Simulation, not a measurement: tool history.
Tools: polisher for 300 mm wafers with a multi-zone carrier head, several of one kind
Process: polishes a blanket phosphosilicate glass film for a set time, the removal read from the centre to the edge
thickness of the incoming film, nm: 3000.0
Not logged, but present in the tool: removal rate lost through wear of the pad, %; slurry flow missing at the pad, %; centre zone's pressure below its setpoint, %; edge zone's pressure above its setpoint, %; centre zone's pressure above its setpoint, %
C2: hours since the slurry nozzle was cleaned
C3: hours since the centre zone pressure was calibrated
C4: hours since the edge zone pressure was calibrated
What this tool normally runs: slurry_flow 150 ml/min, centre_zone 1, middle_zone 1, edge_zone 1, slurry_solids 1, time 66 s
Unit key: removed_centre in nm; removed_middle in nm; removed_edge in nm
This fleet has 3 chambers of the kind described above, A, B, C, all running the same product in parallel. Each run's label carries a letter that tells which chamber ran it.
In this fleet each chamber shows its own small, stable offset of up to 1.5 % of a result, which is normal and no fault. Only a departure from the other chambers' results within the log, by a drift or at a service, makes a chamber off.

run 1B day=0.533 | slurry_flow=150 centre_zone=1 middle_zone=1 edge_zone=1 slurry_solids=1 time=66 | wafers_polished_on_this_pad=359 C2=202 C3=405.5 C4=28.7 | removed_centre=676.49 removed_middle=673.29 removed_edge=666.81
run 2C day=0.979 | slurry_flow=150 centre_zone=1 middle_zone=1 edge_zone=1 slurry_solids=1 time=66 | wafers_polished_on_this_pad=494 C2=441.7 C3=131.6 C4=145 | removed_centre=684.6 removed_middle=664.29 removed_edge=657.79
run 3A day=1.238 | slurry_flow=150 centre_zone=1 middle_zone=1 edge_zone=1 slurry_solids=1 time=66 | wafers_polished_on_this_pad=520 C2=118.7 C3=325.7 C4=1357 | removed_centre=679.52 removed_middle=671.96 removed_edge=686.63
run 4A day=1.483 | slurry_flow=150 centre_zone=1 middle_zone=1 edge_zone=1 slurry_solids=1 time=66 | wafers_polished_on_this_pad=561 C2=124.6 C3=331.6 C4=1362.9 | removed_centre=684.64 removed_middle=665.18 removed_edge=679.07
run 5C day=1.867 | slurry_flow=150 centre_zone=1 middle_zone=1 edge_zone=1 slurry_solids=1 time=66 | wafers_polished_on_this_pad=642 C2=463 C3=152.9 C4=166.3 | removed_centre=665.52 removed_middle=652.92 removed_edge=674.22
run 6B day=2.188 | slurry_flow=150 centre_zone=1 middle_zone=1 edge_zone=1 slurry_solids=1 time=66 | wafers_polished_on_this_pad=634 C2=241.7 C3=445.2 C4=68.4 | removed_centre=661.22 removed_middle=659.36 removed_edge=673.26
run 7A day=2.629 | slurry_flow=150 centre_zone=1 middle_zone=1 edge_zone=0.92 slurry_solids=1 time=66 | wafers_polished_on_this_pad=752 C2=152.1 C3=359.1 C4=1390.4 | removed_centre=666.72 removed_middle=676.3 removed_edge=654.13
-- day=2.9 chamber B: worn pad replaced by a new one
run 8B day=3.1 | slurry_flow=150 centre_zone=1 middle_zone=1 edge_zone=0.92 slurry_solids=1 time=66 | wafers_polished_on_this_pad=33 C2=263.6 C3=467.1 C4=90.3 | removed_centre=646.79 removed_middle=676.69 removed_edge=626.62
run 9C day=3.358 | slurry_flow=150 centre_zone=1 middle_zone=1 edge_zone=0.92 slurry_solids=1 time=66 | wafers_polished_on_this_pad=890 C2=498.8 C3=188.7 C4=202.1 | removed_centre=646.71 removed_middle=651.18 removed_edge=624.88
run 10B day=3.771 | slurry_flow=150 centre_zone=1 middle_zone=1 edge_zone=1 slurry_solids=1 time=66 | wafers_polished_on_this_pad=144 C2=279.7 C3=483.2 C4=106.4 | removed_centre=662.14 removed_middle=667.49 removed_edge=677.42
run 11C day=4.038 | slurry_flow=150 centre_zone=1 middle_zone=1 edge_zone=1 slurry_solids=1 time=66 | wafers_polished_on_this_pad=1003 C2=515.1 C3=205 C4=218.4 | removed_centre=648.58 removed_middle=628.67 removed_edge=662.41
-- day=4.371 chamber A: worn pad replaced by a new one
run 12A day=4.542 | slurry_flow=150 centre_zone=1 middle_zone=1 edge_zone=1 slurry_solids=1 time=66 | wafers_polished_on_this_pad=28 C2=198 C3=405 C4=1436.3 | removed_centre=681.23 removed_middle=669.15 removed_edge=673.15
run 13C day=4.833 | slurry_flow=150 centre_zone=1 middle_zone=1 edge_zone=1 slurry_solids=1 time=66 | wafers_polished_on_this_pad=1135 C2=534.2 C3=224.1 C4=237.5 | removed_centre=640.06 removed_middle=628.34 removed_edge=642.82
run 14B day=5.154 | slurry_flow=150 centre_zone=1 middle_zone=1.08 edge_zone=1 slurry_solids=1 time=66 | wafers_polished_on_this_pad=375 C2=312.9 C3=516.4 C4=139.6 | removed_centre=666 removed_middle=713.03 removed_edge=685.58
run 15A day=5.625 | slurry_flow=150 centre_zone=1 middle_zone=1.08 edge_zone=1 slurry_solids=1 time=66 | wafers_polished_on_this_pad=208 C2=224 C3=431 C4=1462.3 | removed_centre=672.65 removed_middle=709.18 removed_edge=679.4
run 16C day=6.038 | slurry_flow=150 centre_zone=1 middle_zone=1.08 edge_zone=1 slurry_solids=1 time=66 | wafers_polished_on_this_pad=1336 C2=563.1 C3=253 C4=266.4 | removed_centre=609.42 removed_middle=647.45 removed_edge=616.76
-- day=6.121 chamber A: edge zone pressure recalibrated
run 17B day=6.417 | slurry_flow=150 centre_zone=1 middle_zone=1 edge_zone=1 slurry_solids=1 time=66 | wafers_polished_on_this_pad=585 C2=343.2 C3=546.7 C4=169.9 | removed_centre=682.57 removed_middle=661.58 removed_edge=687.5
-- day=6.688 chamber B: worn pad replaced by a new one
run 18A day=6.917 | slurry_flow=150 centre_zone=1 middle_zone=1 edge_zone=1 slurry_solids=1 time=66 | wafers_polished_on_this_pad=423 C2=255 C3=462 C4=19.2 | removed_centre=659.28 removed_middle=658.96 removed_edge=669.76
-- day=7.267 chamber B: slurry nozzle cleaned
run 19C day=7.396 | slurry_flow=150 centre_zone=1 middle_zone=1 edge_zone=1 slurry_solids=1 time=66 | wafers_polished_on_this_pad=1562 C2=595.7 C3=285.6 C4=299 | removed_centre=592.74 removed_middle=587.25 removed_edge=590.28
run 20A day=7.742 | slurry_flow=150 centre_zone=1 middle_zone=1 edge_zone=1 slurry_solids=1 time=66 | wafers_polished_on_this_pad=560 C2=274.8 C3=481.8 C4=39 | removed_centre=657.59 removed_middle=661.54 removed_edge=674.39
run 21B day=8.012 | slurry_flow=150 centre_zone=1 middle_zone=1.06 edge_zone=1 slurry_solids=1 time=66 | wafers_polished_on_this_pad=220 C2=18 C3=585 C4=208.2 | removed_centre=667.81 removed_middle=699.92 removed_edge=682.45
run 22B day=8.45 | slurry_flow=150 centre_zone=1 middle_zone=1.06 edge_zone=1 slurry_solids=1 time=66 | wafers_polished_on_this_pad=293 C2=28.5 C3=595.5 C4=218.7 | removed_centre=672.78 removed_middle=706.11 removed_edge=679.67
run 23C day=8.738 | slurry_flow=150 centre_zone=1 middle_zone=1.06 edge_zone=1 slurry_solids=1 time=66 | wafers_polished_on_this_pad=1785 C2=627.9 C3=317.8 C4=331.2 | removed_centre=574.67 removed_middle=597.16 removed_edge=579.99

What goes on in this fleet: one chamber off, a drifting gauge, or nothing beyond the chambers' own small offsets? Name the chamber and the cause, if any.

Little by little, chamber C moves away from the other chambers.
What lies behind it: removal rate lost through wear of the pad, % = 14.8.

Here are 4 candidates for chamber C's next run, each the usual settings with a change, their results left as question marks. Which one brings its results back in line with what the others give on the usual settings?
In line means no further than this from the other chambers' mean on the usual settings: removed_centre 34 nm; removed_middle 23 nm; removed_edge 34 nm
run 24C-1 day=9.142 | slurry_flow=145 centre_zone=1.01 middle_zone=1 edge_zone=0.98 slurry_solids=0.95 time=53 | removed_centre=? removed_middle=? removed_edge=?
run 24C-2 day=9.142 | slurry_flow=150 centre_zone=1.01 middle_zone=1 edge_zone=0.99 slurry_solids=0.95 time=57 | removed_centre=? removed_middle=? removed_edge=?
run 24C-3 day=9.142 | slurry_flow=150 centre_zone=0.99 middle_zone=1 edge_zone=1.01 slurry_solids=1.05 time=75 | removed_centre=? removed_middle=? removed_edge=?
run 24C-4 day=9.142 | slurry_flow=155 centre_zone=0.99 middle_zone=1 edge_zone=1.02 slurry_solids=1.1 time=81 | removed_centre=? removed_middle=? removed_edge=?

Usual-settings mean across the other chambers: removed_centre 666.68 nm; removed_middle 666.55 nm; removed_edge 675.87 nm
run=24C-1 removed_centre=450.38 removed_middle=443.14 removed_edge=445.08
run=24C-2 removed_centre=487.97 removed_middle=479.72 removed_edge=483.48
run=24C-3 removed_centre=657.99 removed_middle=661.09 removed_edge=673.2
run=24C-4 removed_centre=730.44 removed_middle=733.31 removed_edge=749.34
With 24C-3, the chamber falls back in line with the rest.

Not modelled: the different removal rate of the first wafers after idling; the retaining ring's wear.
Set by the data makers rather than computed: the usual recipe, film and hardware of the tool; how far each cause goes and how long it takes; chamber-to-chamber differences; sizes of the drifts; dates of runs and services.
